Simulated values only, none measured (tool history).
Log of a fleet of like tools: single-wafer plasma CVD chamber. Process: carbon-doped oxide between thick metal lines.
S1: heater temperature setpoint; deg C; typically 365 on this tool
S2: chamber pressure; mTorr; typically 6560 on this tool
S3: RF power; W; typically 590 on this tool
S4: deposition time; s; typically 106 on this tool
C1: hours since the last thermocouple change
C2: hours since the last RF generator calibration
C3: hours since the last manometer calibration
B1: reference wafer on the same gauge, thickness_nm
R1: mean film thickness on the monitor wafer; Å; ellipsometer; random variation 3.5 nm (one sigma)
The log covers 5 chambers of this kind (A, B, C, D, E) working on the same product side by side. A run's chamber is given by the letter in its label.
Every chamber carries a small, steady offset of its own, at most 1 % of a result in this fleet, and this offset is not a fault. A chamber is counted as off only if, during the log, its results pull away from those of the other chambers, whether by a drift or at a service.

Run 1A, hour 4.5: usual settings; C1 1226.0; C2 1001.0; C3 789.5; B1 632.67. Result: R1 5926.6 Å.
Run 2D, hour 12.2: usual settings; C1 889.3; C2 1809.4; C3 1113.4; B1 632.28. Result: R1 5844.1 Å.
Run 3B, hour 19.0: usual settings; C1 39.4; C2 192.0; C3 499.8; B1 631.37. Result: R1 5896.3 Å.
Run 4C, hour 27.9: usual settings; C1 1505.0; C2 1459.2; C3 1175.5; B1 631.73. Result: R1 5869.1 Å.
Run 5E, hour 34.8: usual settings; C1 606.1; C2 635.8; C3 131.8; B1 631.72. Result: R1 5845.6 Å.
Run 6B, hour 38.7: usual settings; C1 59.1; C2 211.7; C3 519.5; B1 631.69. Result: R1 5951.3 Å.
Run 7E, hour 44.2: usual settings; C1 615.5; C2 645.2; C3 141.2; B1 631.55. Result: R1 5838.2 Å.
Run 8D, hour 49.3: usual settings but S1 360 deg C, S4 92 s; C1 926.4; C2 1846.5; C3 1150.5; B1 632.21. Result: R1 5178.1 Å.
Run 9A, hour 57.5: usual settings but S1 360 deg C, S4 92 s; C1 1279.0; C2 1054.0; C3 842.5; B1 630.82. Result: R1 5194.9 Å.
Run 10C, hour 62.4: usual settings but S1 360 deg C, S4 92 s; C1 1539.5; C2 1493.7; C3 1210.0; B1 632.37. Result: R1 5193.4 Å.
Run 11A, hour 68.4: usual settings but S1 360 deg C, S4 92 s; C1 1289.9; C2 1064.9; C3 853.4; B1 631.28. Result: R1 5197.3 Å.
Run 12C, hour 73.5: usual settings but S1 360 deg C, S4 92 s; C1 1550.6; C2 1504.8; C3 1221.1; B1 632.72. Result: R1 5126.0 Å.
Run 13B, hour 82.6: usual settings; C1 103.0; C2 255.6; C3 563.4; B1 631.75. Result: R1 6010.9 Å.
Run 14D, hour 91.0: usual settings; C1 968.1; C2 1888.2; C3 1192.2; B1 631.56. Result: R1 5963.1 Å.
At hour 91.9: chamber C: capacitance manometer re-zeroed and calibrated.
Run 15E, hour 95.0: usual settings; C1 666.3; C2 696.0; C3 192.0; B1 632.44. Result: R1 5880.8 Å.
Run 16B, hour 100.3: usual settings; C1 120.7; C2 273.3; C3 581.1; B1 631.34. Result: R1 5944.6 Å.
At hour 107.2: chamber A: RF generator calibrated.
Run 17D, hour 109.0: usual settings; C1 986.1; C2 1906.2; C3 1210.2; B1 631.08. Result: R1 5928.7 Å.
Run 18E, hour 116.7: usual settings; C1 688.0; C2 717.7; C3 213.7; B1 632.18. Result: R1 5917.4 Å.
Run 19A, hour 122.2: usual settings; C1 1343.7; C2 15.1; C3 907.2; B1 632.00. Result: R1 5883.0 Å.
Run 20C, hour 126.8: usual settings; C1 1603.9; C2 1558.1; C3 34.9; B1 632.35. Result: R1 5882.7 Å.
Run 21B, hour 134.8: usual settings; C1 155.2; C2 307.8; C3 615.6; B1 631.65. Result: R1 5884.4 Å.
Run 22C, hour 143.9: usual settings; C1 1621.0; C2 1575.2; C3 52.0; B1 632.54. Result: R1 5831.1 Å.
Run 23E, hour 148.8: usual settings but S3 530 W, S4 119 s; C1 720.1; C2 749.8; C3 245.8; B1 631.04. Result: R1 6203.1 Å.
Run 24D, hour 152.7: usual settings but S3 530 W, S4 119 s; C1 1029.8; C2 1949.9; C3 1253.9; B1 632.10. Result: R1 6185.4 Å.
Run 25A, hour 159.1: usual settings but S3 530 W, S4 119 s; C1 1380.6; C2 52.0; C3 944.1; B1 631.88. Result: R1 6248.7 Å.
Run 26B, hour 163.3: usual settings but S3 530 W, S4 119 s; C1 183.7; C2 336.3; C3 644.1; B1 631.94. Result: R1 6216.9 Å.
Run 27D, hour 170.3: usual settings but S3 530 W, S4 119 s; C1 1047.4; C2 1967.5; C3 1271.5; B1 631.91. Result: R1 6216.6 Å.
Run 28E, hour 178.0: usual settings; C1 749.3; C2 779.0; C3 275.0; B1 631.78. Result: R1 5887.0 Å.
Run 29C, hour 182.4: usual settings; C1 1659.5; C2 1613.7; C3 90.5; B1 631.93. Result: R1 5831.0 Å.
Run 30A, hour 190.5: usual settings but S3 555 W, S4 116 s; C1 1412.0; C2 83.4; C3 975.5; B1 632.35. Result: R1 6247.8 Å.
Run 31C, hour 195.0: usual settings but S3 555 W, S4 116 s; C1 1672.1; C2 1626.3; C3 103.1; B1 631.98. Result: R1 6155.0 Å.
Run 32E, hour 201.9: usual settings but S3 555 W, S4 116 s; C1 773.2; C2 802.9; C3 298.9; B1 631.56. Result: R1 6240.2 Å.
Run 33B, hour 208.8: usual settings but S3 555 W, S4 116 s; C1 229.2; C2 381.8; C3 689.6; B1 631.12. Result: R1 6226.0 Å.
Run 34D, hour 213.1: usual settings but S3 555 W, S4 116 s; C1 1090.2; C2 2010.3; C3 1314.3; B1 632.54. Result: R1 6245.9 Å.

Next, all 5 chambers run the settings below, one line each with question marks for the results. What does each chamber give?
Run 35A, hour 219.6: usual settings. Result: R1 ?.
Run 35B, hour 219.6: usual settings. Result: R1 ?.
Run 35C, hour 219.6: usual settings. Result: R1 ?.
Run 35D, hour 219.6: usual settings. Result: R1 ?.
Run 35E, hour 219.6: usual settings. Result: R1 ?.

run      R1
35A  5924.8
35B  5950.2
35C  5867.9
35D  5995.9
35E  5924.6

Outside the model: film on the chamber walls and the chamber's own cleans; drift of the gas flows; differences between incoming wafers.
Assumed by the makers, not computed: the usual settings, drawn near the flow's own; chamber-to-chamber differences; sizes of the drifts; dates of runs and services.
